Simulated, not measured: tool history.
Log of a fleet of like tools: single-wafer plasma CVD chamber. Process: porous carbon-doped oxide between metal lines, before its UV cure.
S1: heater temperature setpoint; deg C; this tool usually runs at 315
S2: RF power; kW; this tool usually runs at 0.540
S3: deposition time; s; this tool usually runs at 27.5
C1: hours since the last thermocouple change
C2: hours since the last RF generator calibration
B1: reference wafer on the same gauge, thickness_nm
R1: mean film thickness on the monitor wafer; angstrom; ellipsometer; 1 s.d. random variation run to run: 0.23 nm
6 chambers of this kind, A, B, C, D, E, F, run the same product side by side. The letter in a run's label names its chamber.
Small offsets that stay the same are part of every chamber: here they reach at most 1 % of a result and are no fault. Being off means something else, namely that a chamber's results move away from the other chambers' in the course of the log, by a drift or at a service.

At hour 1.3: chamber E: RF generator calibrated.
Run 1F, hour 5.4: usual settings; C1 58.1; C2 89.0; B1 133.02. Result: R1 1445.2 angstrom.
Run 2A, hour 10.9: usual settings; C1 828.9; C2 721.8; B1 133.07. Result: R1 1453.7 angstrom.
Run 3E, hour 19.0: usual settings; C1 2050.4; C2 17.8; B1 133.02. Result: R1 1457.4 angstrom.
Run 4B, hour 25.8: usual settings; C1 1413.0; C2 1464.5; B1 133.07. Result: R1 1438.2 angstrom.
Run 5D, hour 30.8: usual settings; C1 2333.3; C2 1227.0; B1 133.06. Result: R1 1445.4 angstrom.
Run 6C, hour 36.7: usual settings; C1 466.8; C2 1068.6; B1 133.12. Result: R1 1433.4 angstrom.
At hour 40.6: chamber D: RF generator calibrated.
Run 7F, hour 43.9: usual settings; C1 96.6; C2 127.5; B1 133.14. Result: R1 1447.5 angstrom.
Run 8C, hour 52.9: usual settings; C1 483.0; C2 1084.8; B1 133.15. Result: R1 1439.1 angstrom.
Run 9D, hour 60.7: usual settings; C1 2363.2; C2 20.2; B1 133.12. Result: R1 1446.6 angstrom.
Run 10B, hour 65.8: usual settings; C1 1453.0; C2 1504.5; B1 133.20. Result: R1 1444.2 angstrom.
Run 11E, hour 71.9: usual settings but S1 321 deg C, S3 22.6 s; C1 2103.3; C2 70.7; B1 133.21. Result: R1 1167.3 angstrom.
Run 12A, hour 80.5: usual settings but S1 321 deg C, S3 22.6 s; C1 898.5; C2 791.4; B1 133.24. Result: R1 1167.1 angstrom.
Run 13B, hour 85.7: usual settings but S1 321 deg C, S3 22.6 s; C1 1472.9; C2 1524.4; B1 133.31. Result: R1 1161.6 angstrom.
Run 14D, hour 91.9: usual settings but S1 321 deg C, S3 22.6 s; C1 2394.4; C2 51.4; B1 133.32. Result: R1 1160.1 angstrom.
Run 15E, hour 96.2: usual settings but S1 321 deg C, S3 22.6 s; C1 2127.6; C2 95.0; B1 133.28. Result: R1 1170.6 angstrom.
Run 16C, hour 103.9: usual settings but S1 321 deg C, S3 22.6 s; C1 534.0; C2 1135.8; B1 133.31. Result: R1 1156.8 angstrom.
Run 17A, hour 112.6: usual settings; C1 930.6; C2 823.5; B1 133.35. Result: R1 1459.8 angstrom.
Run 18F, hour 120.1: usual settings; C1 172.8; C2 203.7; B1 133.38. Result: R1 1444.7 angstrom.
Run 19F, hour 125.2: usual settings; C1 177.9; C2 208.8; B1 133.42. Result: R1 1448.0 angstrom.
Run 20B, hour 129.6: usual settings; C1 1516.8; C2 1568.3; B1 133.40. Result: R1 1447.0 angstrom.
Run 21E, hour 135.9: usual settings; C1 2167.3; C2 134.7; B1 133.39. Result: R1 1454.9 angstrom.
Run 22D, hour 143.9: usual settings; C1 2446.4; C2 103.4; B1 133.52. Result: R1 1451.8 angstrom.
At hour 146.9: chamber D: thermocouple changed; heater temperature recalibrated.
Run 23A, hour 149.8: usual settings; C1 967.8; C2 860.7; B1 133.50. Result: R1 1457.4 angstrom.
At hour 151.5: chamber E: thermocouple changed; heater temperature recalibrated.
Run 24C, hour 157.0: usual settings; C1 587.1; C2 1188.9; B1 133.48. Result: R1 1446.1 angstrom.
Run 25A, hour 162.4: usual settings but S3 30.8 s; C1 980.4; C2 873.3; B1 133.49. Result: R1 1627.5 angstrom.
Run 26B, hour 169.0: usual settings but S3 30.8 s; C1 1556.2; C2 1607.7; B1 133.50. Result: R1 1612.5 angstrom.
Run 27D, hour 177.1: usual settings but S3 30.8 s; C1 30.2; C2 136.6; B1 133.54. Result: R1 1619.7 angstrom.
Run 28E, hour 185.3: usual settings but S3 30.8 s; C1 33.9; C2 184.1; B1 133.57. Result: R1 1628.5 angstrom.
Run 29C, hour 194.1: usual settings but S3 30.8 s; C1 624.2; C2 1226.0; B1 133.59. Result: R1 1611.1 angstrom.
Run 30F, hour 200.2: usual settings but S3 30.8 s; C1 252.9; C2 283.8; B1 133.68. Result: R1 1617.9 angstrom.
Run 31B, hour 210.2: usual settings; C1 1597.4; C2 1648.9; B1 133.68. Result: R1 1449.0 angstrom.
Run 32C, hour 217.7: usual settings; C1 647.8; C2 1249.6; B1 133.71. Result: R1 1445.0 angstrom.
Run 33F, hour 227.6: usual settings; C1 280.3; C2 311.2; B1 133.68. Result: R1 1448.9 angstrom.
Run 34D, hour 234.8: usual settings; C1 87.9; C2 194.3; B1 133.74. Result: R1 1452.8 angstrom.
Run 35E, hour 243.6: usual settings; C1 92.2; C2 242.4; B1 133.74. Result: R1 1463.7 angstrom.
Run 36A, hour 252.9: usual settings; C1 1070.9; C2 963.8; B1 133.77. Result: R1 1465.3 angstrom.
Run 37E, hour 257.3: usual settings; C1 105.9; C2 256.1; B1 133.80. Result: R1 1467.6 angstrom.
Run 38F, hour 263.5: usual settings; C1 316.2; C2 347.1; B1 133.82. Result: R1 1450.9 angstrom.
Run 39D, hour 268.1: usual settings; C1 121.2; C2 227.6; B1 133.87. Result: R1 1453.9 angstrom.

Does one chamber stand apart from the rest, does the shared gauge drift, or is all well apart from small per-chamber offsets? Give the chamber and the most likely cause, where there is one.

The gauge drifts, so all chambers seem to drift together. No chamber is off.
Likeliest cause: gauge reads high (%) = 0.659.

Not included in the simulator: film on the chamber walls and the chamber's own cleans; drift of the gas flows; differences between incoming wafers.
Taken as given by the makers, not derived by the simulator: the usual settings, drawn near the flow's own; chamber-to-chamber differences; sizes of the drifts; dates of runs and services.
